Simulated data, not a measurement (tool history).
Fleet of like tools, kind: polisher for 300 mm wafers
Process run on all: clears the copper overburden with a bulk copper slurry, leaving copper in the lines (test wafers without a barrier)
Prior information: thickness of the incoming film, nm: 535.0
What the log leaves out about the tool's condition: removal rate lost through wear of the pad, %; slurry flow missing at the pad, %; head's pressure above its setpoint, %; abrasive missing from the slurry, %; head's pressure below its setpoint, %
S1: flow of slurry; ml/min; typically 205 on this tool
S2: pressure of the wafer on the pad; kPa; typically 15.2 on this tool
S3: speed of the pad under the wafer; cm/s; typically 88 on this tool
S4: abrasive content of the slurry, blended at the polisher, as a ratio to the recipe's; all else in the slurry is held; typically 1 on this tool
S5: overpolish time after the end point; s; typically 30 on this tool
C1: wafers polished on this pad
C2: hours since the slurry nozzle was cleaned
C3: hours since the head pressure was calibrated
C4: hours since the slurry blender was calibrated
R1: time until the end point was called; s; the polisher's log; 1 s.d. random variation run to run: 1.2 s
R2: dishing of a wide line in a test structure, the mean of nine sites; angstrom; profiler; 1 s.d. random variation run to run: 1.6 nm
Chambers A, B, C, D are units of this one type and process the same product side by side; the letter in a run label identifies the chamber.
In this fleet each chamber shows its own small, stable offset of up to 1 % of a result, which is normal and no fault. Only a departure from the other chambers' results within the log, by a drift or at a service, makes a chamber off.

{"hour": 5.4, "done": "chamber B: worn pad replaced by a new one"}
{"run": "1C", "hour": 9.1, "S1": 205, "S2": 15.2, "S3": 88, "S4": 1, "S5": 30, "C1": 186, "C2": 257.5, "C3": 158.6, "C4": 98.4, "R1": 104.33, "R2": 716.84}
{"hour": 12.3, "done": "chamber A: worn pad replaced by a new one"}
{"hour": 18.5, "done": "chamber B: slurry nozzle cleaned"}
{"run": "2A", "hour": 18.6, "S1": 205, "S2": 15.2, "S3": 88, "S4": 1, "S5": 30, "C1": 33, "C2": 472.2, "C3": 735.6, "C4": 65, "R1": 107.47, "R2": 732.59}
{"run": "3B", "hour": 26.1, "S1": 205, "S2": 15.2, "S3": 88, "S4": 1, "S5": 30, "C1": 108, "C2": 7.7, "C3": 705, "C4": 224, "R1": 104.83, "R2": 735.02}
{"hour": 28.0, "done": "chamber A: head pressure recalibrated"}
{"run": "4D", "hour": 40.4, "S1": 205, "S2": 15.2, "S3": 88, "S4": 1, "S5": 30, "C1": 330, "C2": 901.3, "C3": 1046.3, "C4": 418.4, "R1": 105.31, "R2": 704.24}
{"hour": 44.3, "done": "chamber C: slurry blender recalibrated"}
{"run": "5D", "hour": 52.2, "S1": 205, "S2": 15.2, "S3": 88, "S4": 1, "S5": 30, "C1": 391, "C2": 913.1, "C3": 1058.1, "C4": 430.2, "R1": 103.28, "R2": 712.35}
{"hour": 58.5, "done": "chamber C: slurry nozzle cleaned"}
{"run": "6B", "hour": 64.7, "S1": 205, "S2": 15.2, "S3": 88, "S4": 1, "S5": 30, "C1": 311, "C2": 46.3, "C3": 743.6, "C4": 262.6, "R1": 107.2, "R2": 717.51}
{"run": "7C", "hour": 74.4, "S1": 205, "S2": 15.2, "S3": 88, "S4": 1, "S5": 30, "C1": 528, "C2": 16, "C3": 223.9, "C4": 30.1, "R1": 103.81, "R2": 718.56}
{"hour": 79.8, "done": "chamber D: worn pad replaced by a new one"}
{"hour": 81.0, "done": "chamber A: slurry nozzle cleaned"}
{"hour": 83.5, "done": "chamber D: head pressure recalibrated"}
{"run": "8A", "hour": 83.6, "S1": 205, "S2": 15.2, "S3": 88, "S4": 1, "S5": 30, "C1": 374, "C2": 2.6, "C3": 55.6, "C4": 130, "R1": 104.8, "R2": 740.87}
{"run": "9D", "hour": 91.6, "S1": 205, "S2": 15.2, "S3": 88, "S4": 1, "S5": 30, "C1": 61, "C2": 952.5, "C3": 8.2, "C4": 469.6, "R1": 105.22, "R2": 731.15}
{"hour": 94.0, "done": "chamber D: slurry blender recalibrated"}
{"run": "10A", "hour": 105.4, "S1": 205, "S2": 15.2, "S3": 88, "S4": 1, "S5": 30, "C1": 488, "C2": 24.4, "C3": 77.4, "C4": 151.8, "R1": 105.07, "R2": 749.93}
{"hour": 107.8, "done": "chamber A: slurry blender recalibrated"}
{"run": "11B", "hour": 117.3, "S1": 205, "S2": 15.2, "S3": 88, "S4": 1, "S5": 30, "C1": 586, "C2": 98.9, "C3": 796.2, "C4": 315.2, "R1": 107.39, "R2": 715.52}
{"hour": 127.3, "done": "chamber B: worn pad replaced by a new one"}
{"run": "12C", "hour": 129.6, "S1": 205, "S2": 15.2, "S3": 88, "S4": 1, "S5": 30, "C1": 817, "C2": 71.2, "C3": 279.1, "C4": 85.3, "R1": 104.97, "R2": 736.73}
{"hour": 134.8, "done": "chamber D: slurry nozzle cleaned"}
{"run": "13B", "hour": 137.5, "S1": 205, "S2": 15.2, "S3": 88, "S4": 1, "S5": 30, "C1": 53, "C2": 119.1, "C3": 816.4, "C4": 335.4, "R1": 106.06, "R2": 707.81}
{"run": "14C", "hour": 144.9, "S1": 205, "S2": 15.2, "S3": 88, "S4": 1, "S5": 30, "C1": 898, "C2": 86.5, "C3": 294.4, "C4": 100.6, "R1": 103.61, "R2": 698.54}
{"hour": 151.0, "done": "chamber C: worn pad replaced by a new one"}
{"run": "15D", "hour": 152.4, "S1": 205, "S2": 15.2, "S3": 88, "S4": 1, "S5": 30, "C1": 380, "C2": 17.6, "C3": 69, "C4": 58.4, "R1": 104.88, "R2": 721.17}
{"run": "16A", "hour": 159.7, "S1": 205, "S2": 15.2, "S3": 88, "S4": 1, "S5": 30, "C1": 772, "C2": 78.7, "C3": 131.7, "C4": 51.9, "R1": 105.57, "R2": 735.7}
{"hour": 163.7, "done": "chamber B: head pressure recalibrated"}
{"run": "17C", "hour": 172.5, "S1": 205, "S2": 15.2, "S3": 76, "S4": 1, "S5": 30, "C1": 113, "C2": 114.1, "C3": 322, "C4": 128.2, "R1": 123.47, "R2": 654.73}
{"run": "18D", "hour": 183.6, "S1": 205, "S2": 15.2, "S3": 76, "S4": 1, "S5": 30, "C1": 543, "C2": 48.8, "C3": 100.2, "C4": 89.6, "R1": 123.28, "R2": 657.21}
{"hour": 187.1, "done": "chamber C: slurry blender recalibrated"}
{"run": "19B", "hour": 192.6, "S1": 205, "S2": 15.2, "S3": 76, "S4": 1, "S5": 30, "C1": 342, "C2": 174.2, "C3": 28.9, "C4": 390.5, "R1": 132.16, "R2": 604.88}
{"hour": 195.3, "done": "chamber D: worn pad replaced by a new one"}
{"run": "20A", "hour": 201.1, "S1": 205, "S2": 15.2, "S3": 76, "S4": 1, "S5": 30, "C1": 989, "C2": 120.1, "C3": 173.1, "C4": 93.3, "R1": 123, "R2": 688.53}
{"run": "21B", "hour": 214.3, "S1": 205, "S2": 15.2, "S3": 88, "S4": 1, "S5": 30, "C1": 456, "C2": 195.9, "C3": 50.6, "C4": 412.2, "R1": 117.72, "R2": 653.8}
{"run": "22C", "hour": 224.6, "S1": 205, "S2": 15.2, "S3": 70, "S4": 1, "S5": 44, "C1": 386, "C2": 166.2, "C3": 374.1, "C4": 37.5, "R1": 133.91, "R2": 778.34}
{"run": "23D", "hour": 232.0, "S1": 205, "S2": 15.2, "S3": 70, "S4": 1, "S5": 44, "C1": 192, "C2": 97.2, "C3": 148.6, "C4": 138, "R1": 131.98, "R2": 769.17}
{"hour": 238.0, "done": "chamber A: slurry blender recalibrated"}
{"run": "24A", "hour": 238.5, "S1": 205, "S2": 15.2, "S3": 70, "S4": 1, "S5": 44, "C1": 1185, "C2": 157.5, "C3": 210.5, "C4": 0.6, "R1": 132.98, "R2": 769.88}
{"hour": 244.5, "done": "chamber A: worn pad replaced by a new one"}
{"hour": 245.8, "done": "chamber B: slurry nozzle cleaned"}
{"run": "25C", "hour": 251.1, "S1": 205, "S2": 15.2, "S3": 70, "S4": 1, "S5": 44, "C1": 524, "C2": 192.7, "C3": 400.6, "C4": 64, "R1": 135.14, "R2": 762.93}
{"run": "26A", "hour": 264.5, "S1": 205, "S2": 20, "S3": 88, "S4": 1, "S5": 30, "C1": 105, "C2": 183.5, "C3": 236.5, "C4": 26.6, "R1": 78.953, "R2": 851.93}
{"hour": 265.3, "done": "chamber B: slurry blender recalibrated"}
{"hour": 272.8, "done": "chamber B: worn pad replaced by a new one"}
{"run": "27D", "hour": 278.7, "S1": 205, "S2": 20, "S3": 88, "S4": 1, "S5": 30, "C1": 437, "C2": 143.9, "C3": 195.3, "C4": 184.7, "R1": 80.176, "R2": 863.32}
{"run": "28B", "hour": 288.8, "S1": 205, "S2": 20, "S3": 88, "S4": 1, "S5": 30, "C1": 84, "C2": 43, "C3": 125.1, "C4": 23.5, "R1": 87.85, "R2": 832.4}
{"run": "29D", "hour": 297.8, "S1": 205, "S2": 20, "S3": 88, "S4": 1, "S5": 30, "C1": 537, "C2": 163, "C3": 214.4, "C4": 203.8, "R1": 78.714, "R2": 859.27}
{"hour": 306.9, "done": "chamber D: worn pad replaced by a new one"}
{"run": "30C", "hour": 307.4, "S1": 205, "S2": 15.2, "S3": 88, "S4": 1, "S5": 30, "C1": 819, "C2": 249, "C3": 456.9, "C4": 120.3, "R1": 102.64, "R2": 706.57}
{"run": "31A", "hour": 320.2, "S1": 205, "S2": 15.2, "S3": 88, "S4": 1, "S5": 30, "C1": 397, "C2": 239.2, "C3": 292.2, "C4": 82.3, "R1": 105.19, "R2": 742.3}
{"run": "32B", "hour": 331.8, "S1": 205, "S2": 15.2, "S3": 88, "S4": 1, "S5": 30, "C1": 309, "C2": 86, "C3": 168.1, "C4": 66.5, "R1": 113.38, "R2": 713.05}
{"run": "33A", "hour": 339.8, "S1": 205, "S2": 15.2, "S3": 88, "S4": 1, "S5": 30, "C1": 499, "C2": 258.8, "C3": 311.8, "C4": 101.9, "R1": 106.01, "R2": 727.2}
{"run": "34B", "hour": 351.2, "S1": 145, "S2": 15.2, "S3": 88, "S4": 1, "S5": 30, "C1": 411, "C2": 105.4, "C3": 187.5, "C4": 85.9, "R1": 123.89, "R2": 664.22}
{"run": "35D", "hour": 361.2, "S1": 145, "S2": 15.2, "S3": 88, "S4": 1, "S5": 30, "C1": 284, "C2": 226.4, "C3": 277.8, "C4": 267.2, "R1": 110.19, "R2": 685.03}
{"hour": 367.3, "done": "chamber C: slurry blender recalibrated"}
{"run": "36C", "hour": 367.8, "S1": 145, "S2": 15.2, "S3": 88, "S4": 1, "S5": 30, "C1": 1136, "C2": 309.4, "C3": 517.3, "C4": 0.6, "R1": 111.55, "R2": 699.5}
{"hour": 370.8, "done": "chamber C: worn pad replaced by a new one"}
{"run": "37C", "hour": 382.0, "S1": 145, "S2": 15.2, "S3": 88, "S4": 1, "S5": 30, "C1": 58, "C2": 323.6, "C3": 531.5, "C4": 14.8, "R1": 111.54, "R2": 724.57}
{"run": "38B", "hour": 393.2, "S1": 205, "S2": 15.2, "S3": 88, "S4": 1, "S5": 30, "C1": 631, "C2": 147.4, "C3": 229.5, "C4": 127.9, "R1": 116.88, "R2": 673.34}
{"hour": 401.7, "done": "chamber A: slurry blender recalibrated"}
{"run": "39A", "hour": 406.7, "S1": 205, "S2": 15.2, "S3": 88, "S4": 1, "S5": 30, "C1": 850, "C2": 325.7, "C3": 378.7, "C4": 5.1, "R1": 105.6, "R2": 727.03}
{"run": "40D", "hour": 419.5, "S1": 205, "S2": 15.2, "S3": 88, "S4": 1, "S5": 18, "C1": 590, "C2": 284.7, "C3": 336.1, "C4": 325.5, "R1": 104.85, "R2": 532.63}
{"hour": 428.0, "done": "chamber D: worn pad replaced by a new one"}
{"run": "41A", "hour": 429.7, "S1": 205, "S2": 15.2, "S3": 88, "S4": 1, "S5": 18, "C1": 970, "C2": 348.7, "C3": 401.7, "C4": 28.1, "R1": 104.52, "R2": 526.68}
{"run": "42D", "hour": 435.9, "S1": 205, "S2": 15.2, "S3": 88, "S4": 1, "S5": 18, "C1": 41, "C2": 301.1, "C3": 352.5, "C4": 341.9, "R1": 105.18, "R2": 521.77}

All chambers now run identical settings, listed one chamber a line with results as question marks. What results will each chamber show?
{"run": "43A", "hour": 446.1, "S1": 265, "S2": 15.2, "S3": 88, "S4": 1, "S5": 30, "R1": "?", "R2": "?"}
{"run": "43B", "hour": 446.1, "S1": 265, "S2": 15.2, "S3": 88, "S4": 1, "S5": 30, "R1": "?", "R2": "?"}
{"run": "43C", "hour": 446.1, "S1": 265, "S2": 15.2, "S3": 88, "S4": 1, "S5": 30, "R1": "?", "R2": "?"}
{"run": "43D", "hour": 446.1, "S1": 265, "S2": 15.2, "S3": 88, "S4": 1, "S5": 30, "R1": "?", "R2": "?"}

run=43A R1=103.03 R2=734.29
run=43B R1=111.88 R2=700.05
run=43C R1=104.02 R2=714.21
run=43D R1=101.53 R2=752.34
